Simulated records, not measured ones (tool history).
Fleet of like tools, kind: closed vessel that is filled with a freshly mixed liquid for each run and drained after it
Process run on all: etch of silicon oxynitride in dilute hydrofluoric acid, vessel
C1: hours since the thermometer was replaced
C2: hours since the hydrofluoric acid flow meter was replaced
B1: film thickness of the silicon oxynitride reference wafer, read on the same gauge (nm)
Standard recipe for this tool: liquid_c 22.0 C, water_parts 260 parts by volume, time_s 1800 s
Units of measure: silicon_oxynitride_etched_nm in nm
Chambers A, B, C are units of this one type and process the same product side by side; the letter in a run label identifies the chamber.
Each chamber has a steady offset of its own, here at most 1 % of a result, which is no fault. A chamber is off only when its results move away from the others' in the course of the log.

run 1C hour=8.5 | liquid_c=22.0 water_parts=260 time_s=1800 | C1=1860.2 C2=71.5 | B1=69.961 | silicon_oxynitride_etched_nm=11.2110
run 2B hour=13.1 | liquid_c=22.0 water_parts=260 time_s=1800 | C1=89.8 C2=297.3 | B1=69.969 | silicon_oxynitride_etched_nm=11.2370
run 3A hour=20.6 | liquid_c=22.0 water_parts=260 time_s=1800 | C1=2343.7 C2=1337.0 | B1=69.971 | silicon_oxynitride_etched_nm=11.3590
run 4C hour=29.0 | liquid_c=22.0 water_parts=260 time_s=1800 | C1=1880.7 C2=92.0 | B1=70.007 | silicon_oxynitride_etched_nm=11.1480
run 5B hour=34.9 | liquid_c=22.0 water_parts=260 time_s=1800 | C1=111.6 C2=319.1 | B1=70.021 | silicon_oxynitride_etched_nm=11.1360
run 6A hour=41.9 | liquid_c=22.0 water_parts=260 time_s=1800 | C1=2365.0 C2=1358.3 | B1=69.965 | silicon_oxynitride_etched_nm=11.2980
run 7A hour=49.8 | liquid_c=22.0 water_parts=260 time_s=1800 | C1=2372.9 C2=1366.2 | B1=69.957 | silicon_oxynitride_etched_nm=11.3450
run 8C hour=54.5 | liquid_c=22.0 water_parts=260 time_s=1800 | C1=1906.2 C2=117.5 | B1=69.926 | silicon_oxynitride_etched_nm=11.2270
-- hour=58.5 chamber A: thermometer replaced
run 9B hour=61.6 | liquid_c=22.0 water_parts=260 time_s=1800 | C1=138.3 C2=345.8 | B1=70.028 | silicon_oxynitride_etched_nm=11.1750
run 10A hour=68.8 | liquid_c=22.0 water_parts=260 time_s=1800 | C1=10.4 C2=1385.2 | B1=70.056 | silicon_oxynitride_etched_nm=11.2750
run 11C hour=74.0 | liquid_c=18.5 water_parts=260 time_s=1800 | C1=1925.7 C2=137.0 | B1=69.976 | silicon_oxynitride_etched_nm=9.6072
run 12B hour=81.6 | liquid_c=18.5 water_parts=260 time_s=1800 | C1=158.3 C2=365.8 | B1=70.081 | silicon_oxynitride_etched_nm=9.5025
run 13C hour=87.3 | liquid_c=18.5 water_parts=260 time_s=1800 | C1=1939.0 C2=150.3 | B1=69.978 | silicon_oxynitride_etched_nm=9.6411
run 14B hour=95.5 | liquid_c=22.0 water_parts=260 time_s=1800 | C1=172.2 C2=379.7 | B1=70.061 | silicon_oxynitride_etched_nm=11.1690
run 15A hour=100.7 | liquid_c=22.0 water_parts=260 time_s=1800 | C1=42.3 C2=1417.1 | B1=70.074 | silicon_oxynitride_etched_nm=11.3660
run 16C hour=105.9 | liquid_c=22.0 water_parts=260 time_s=1800 | C1=1957.6 C2=168.9 | B1=69.982 | silicon_oxynitride_etched_nm=11.2140
run 17A hour=111.3 | liquid_c=22.0 water_parts=260 time_s=2170 | C1=52.9 C2=1427.7 | B1=70.006 | silicon_oxynitride_etched_nm=13.6440
run 18B hour=119.5 | liquid_c=22.0 water_parts=260 time_s=2170 | C1=196.2 C2=403.7 | B1=69.977 | silicon_oxynitride_etched_nm=13.5890
run 19B hour=127.9 | liquid_c=22.0 water_parts=260 time_s=2170 | C1=204.6 C2=412.1 | B1=69.971 | silicon_oxynitride_etched_nm=13.5050
run 20A hour=136.4 | liquid_c=18.0 water_parts=320 time_s=1800 | C1=78.0 C2=1452.8 | B1=69.984 | silicon_oxynitride_etched_nm=7.4373
run 21C hour=145.1 | liquid_c=18.0 water_parts=320 time_s=1800 | C1=1996.8 C2=208.1 | B1=69.983 | silicon_oxynitride_etched_nm=7.3540
run 22B hour=150.5 | liquid_c=18.0 water_parts=320 time_s=1800 | C1=227.2 C2=434.7 | B1=70.001 | silicon_oxynitride_etched_nm=7.3522
run 23A hour=156.4 | liquid_c=22.0 water_parts=260 time_s=1800 | C1=98.0 C2=1472.8 | B1=70.015 | silicon_oxynitride_etched_nm=11.2980
run 24C hour=164.8 | liquid_c=22.0 water_parts=260 time_s=1800 | C1=2016.5 C2=227.8 | B1=70.034 | silicon_oxynitride_etched_nm=11.0840
run 25C hour=170.3 | liquid_c=22.0 water_parts=260 time_s=1800 | C1=2022.0 C2=233.3 | B1=70.029 | silicon_oxynitride_etched_nm=11.0540
run 26B hour=177.9 | liquid_c=27.0 water_parts=385 time_s=1800 | C1=254.6 C2=462.1 | B1=69.991 | silicon_oxynitride_etched_nm=8.6265
run 27A hour=182.7 | liquid_c=27.0 water_parts=385 time_s=1800 | C1=124.3 C2=1499.1 | B1=70.033 | silicon_oxynitride_etched_nm=8.6995
run 28B hour=190.4 | liquid_c=27.0 water_parts=385 time_s=1800 | C1=267.1 C2=474.6 | B1=69.945 | silicon_oxynitride_etched_nm=8.5894
run 29A hour=198.7 | liquid_c=22.0 water_parts=260 time_s=1800 | C1=140.3 C2=1515.1 | B1=69.937 | silicon_oxynitride_etched_nm=11.3190
run 30C hour=207.1 | liquid_c=22.0 water_parts=260 time_s=1800 | C1=2058.8 C2=270.1 | B1=70.011 | silicon_oxynitride_etched_nm=11.0320
run 31A hour=216.0 | liquid_c=22.0 water_parts=260 time_s=1800 | C1=157.6 C2=1532.4 | B1=69.984 | silicon_oxynitride_etched_nm=11.3160
run 32B hour=223.7 | liquid_c=22.0 water_parts=260 time_s=1800 | C1=300.4 C2=507.9 | B1=69.999 | silicon_oxynitride_etched_nm=11.1700
run 33C hour=227.8 | liquid_c=22.0 water_parts=260 time_s=1800 | C1=2079.5 C2=290.8 | B1=70.011 | silicon_oxynitride_etched_nm=11.0180
run 34A hour=235.8 | liquid_c=22.0 water_parts=260 time_s=1800 | C1=177.4 C2=1552.2 | B1=69.998 | silicon_oxynitride_etched_nm=11.3700
run 35B hour=243.3 | liquid_c=22.0 water_parts=260 time_s=1800 | C1=320.0 C2=527.5 | B1=69.954 | silicon_oxynitride_etched_nm=11.2370
run 36C hour=249.2 | liquid_c=22.0 water_parts=260 time_s=1800 | C1=2100.9 C2=312.2 | B1=70.015 | silicon_oxynitride_etched_nm=10.9690
run 37A hour=256.6 | liquid_c=22.0 water_parts=260 time_s=1800 | C1=198.2 C2=1573.0 | B1=69.974 | silicon_oxynitride_etched_nm=11.3390
run 38C hour=261.2 | liquid_c=22.0 water_parts=260 time_s=1800 | C1=2112.9 C2=324.2 | B1=69.998 | silicon_oxynitride_etched_nm=10.8380
run 39B hour=266.7 | liquid_c=22.0 water_parts=260 time_s=1800 | C1=343.4 C2=550.9 | B1=69.970 | silicon_oxynitride_etched_nm=11.2490
run 40B hour=272.0 | liquid_c=25.0 water_parts=165 time_s=1800 | C1=348.7 C2=556.2 | B1=69.961 | silicon_oxynitride_etched_nm=21.4130
run 41C hour=277.5 | liquid_c=25.0 water_parts=165 time_s=1800 | C1=2129.2 C2=340.5 | B1=70.008 | silicon_oxynitride_etched_nm=20.9250
run 42A hour=285.0 | liquid_c=25.0 water_parts=165 time_s=1800 | C1=226.6 C2=1601.4 | B1=70.021 | silicon_oxynitride_etched_nm=21.6070
run 43A hour=291.0 | liquid_c=22.0 water_parts=260 time_s=1800 | C1=232.6 C2=1607.4 | B1=70.037 | silicon_oxynitride_etched_nm=11.3300

All 3 chambers run these settings next. Forecast each chamber's results:
run 44A hour=297.4 | liquid_c=20.0 water_parts=260 time_s=1800 | silicon_oxynitride_etched_nm=?
run 44B hour=297.4 | liquid_c=20.0 water_parts=260 time_s=1800 | silicon_oxynitride_etched_nm=?
run 44C hour=297.4 | liquid_c=20.0 water_parts=260 time_s=1800 | silicon_oxynitride_etched_nm=?

run=44A silicon_oxynitride_etched_nm=10.3920
run=44B silicon_oxynitride_etched_nm=10.2900
run=44C silicon_oxynitride_etched_nm=9.9311

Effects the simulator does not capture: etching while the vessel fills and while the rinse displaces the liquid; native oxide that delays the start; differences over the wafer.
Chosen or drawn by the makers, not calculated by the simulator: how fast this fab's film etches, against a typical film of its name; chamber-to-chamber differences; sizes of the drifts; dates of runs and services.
